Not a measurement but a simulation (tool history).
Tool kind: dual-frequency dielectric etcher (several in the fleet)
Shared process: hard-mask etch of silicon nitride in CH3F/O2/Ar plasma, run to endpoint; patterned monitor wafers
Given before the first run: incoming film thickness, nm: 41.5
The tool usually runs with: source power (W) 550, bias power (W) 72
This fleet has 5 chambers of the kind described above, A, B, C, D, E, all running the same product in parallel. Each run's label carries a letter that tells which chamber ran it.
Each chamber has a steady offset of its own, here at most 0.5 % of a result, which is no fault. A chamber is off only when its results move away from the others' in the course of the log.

run   hour  source power (W)  bias power (W)  hours since the last wet clean  hours since the last source power generator calibration  hours since the last bias power generator calibration  endpoint time (s)
 1E   14.3               550              72                           188.7                                                    466.6                                                  410.2             53.643
      16.1  -- chamber A: source power generator calibrated
 2C     25               550              72                           426.8                                                   1384.6                                                 2015.3             53.124
 3B   36.4               550              72                           167.8                                                    385.1                                                 2154.1              53.03
 4A   48.6               550              72                           309.1                                                     32.6                                                  863.9             53.291
 5D   58.2               550              72                             361                                                   2693.6                                                 1477.8             52.946
 6D   69.2               550              72                             372                                                   2704.6                                                 1488.8             53.391
 7B   80.5               550              72                           211.9                                                    429.2                                                 2198.2             52.926
 8E   94.4               550              72                           268.8                                                    546.7                                                  490.3             53.415
 9A  105.5               550              72                             366                                                     89.5                                                  920.8             52.866
10C  115.9               550              72                           517.7                                                   1475.5                                                 2106.2             53.288
       124  -- chamber C: wet clean of the chamber
11C  126.7               550              72                             2.7                                                   1486.3                                                   2117             53.277
12B  140.8               550              72                           272.2                                                    489.5                                                 2258.5             53.299
     147.9  -- chamber D: wet clean of the chamber
13A  152.7               550              72                           413.2                                                    136.7                                                    968             52.929
14D  162.5               550              72                            14.7                                                   2797.9                                                 1582.1             53.391
15E    176               550              72                           350.4                                                    628.3                                                  571.9              53.32
     181.1  -- chamber D: source power generator calibrated
16D  191.2               550              72                            43.4                                                     10.2                                                 1610.8              53.14
17E  202.5               550              72                           376.9                                                    654.8                                                  598.4             53.287
     210.6  -- chamber E: wet clean of the chamber
     211.7  -- chamber B: wet clean of the chamber
18C  216.7               550              72                            92.7                                                   1576.3                                                   2207             53.054
19B  224.7               550              72                              13                                                    573.4                                                 2342.4             53.406
20A  239.8               550              72                           500.3                                                    223.8                                                 1055.1             52.923
21D  252.4               550              72                           104.6                                                     71.4                                                   1672              52.89
22A  262.6               550              72                           523.1                                                    246.6                                                 1077.9             52.761
23E  272.4               650              72                            61.8                                                    724.7                                                  668.3             49.862
     276.1  -- chamber A: wet clean of the chamber
24B  281.3               650              72                            69.6                                                      630                                                   2399             49.587
25C  288.6               650              72                           164.6                                                   1648.2                                                 2278.9             49.719
26A    299               650              72                              23                                                      283                                                 1114.3             49.408
27B  307.9               650              72                            96.2                                                    656.6                                                 2425.6             49.639
28C    323               470              78                             199                                                   1682.6                                                 2313.3              54.35
29E    336               470              78                           125.4                                                    788.3                                                  731.9             55.603
30D  345.9               470              78                           198.1                                                    164.9                                                 1765.5             55.032
31D  355.5               470              78                           207.7                                                    174.5                                                 1775.1             55.098
32A  367.4               470              78                            91.4                                                    351.4                                                 1182.7              54.84
33C  377.2               550              72                           253.2                                                   1736.8                                                 2367.5             52.446
34E  385.6               630              72                             175                                                    837.9                                                  781.5             50.888
35B  395.6               630              72                           183.9                                                    744.3                                                 2513.3              50.14
36C  402.5               630              72                           278.5                                                   1762.1                                                 2392.8             50.485

One chamber off, gauge drift, or nothing amiss beyond the chambers' own small offsets? If it is a chamber, which one, and what is the likeliest cause?

Nothing is wrong: each chamber keeps only its own small, steady offset and the gauge holds still.
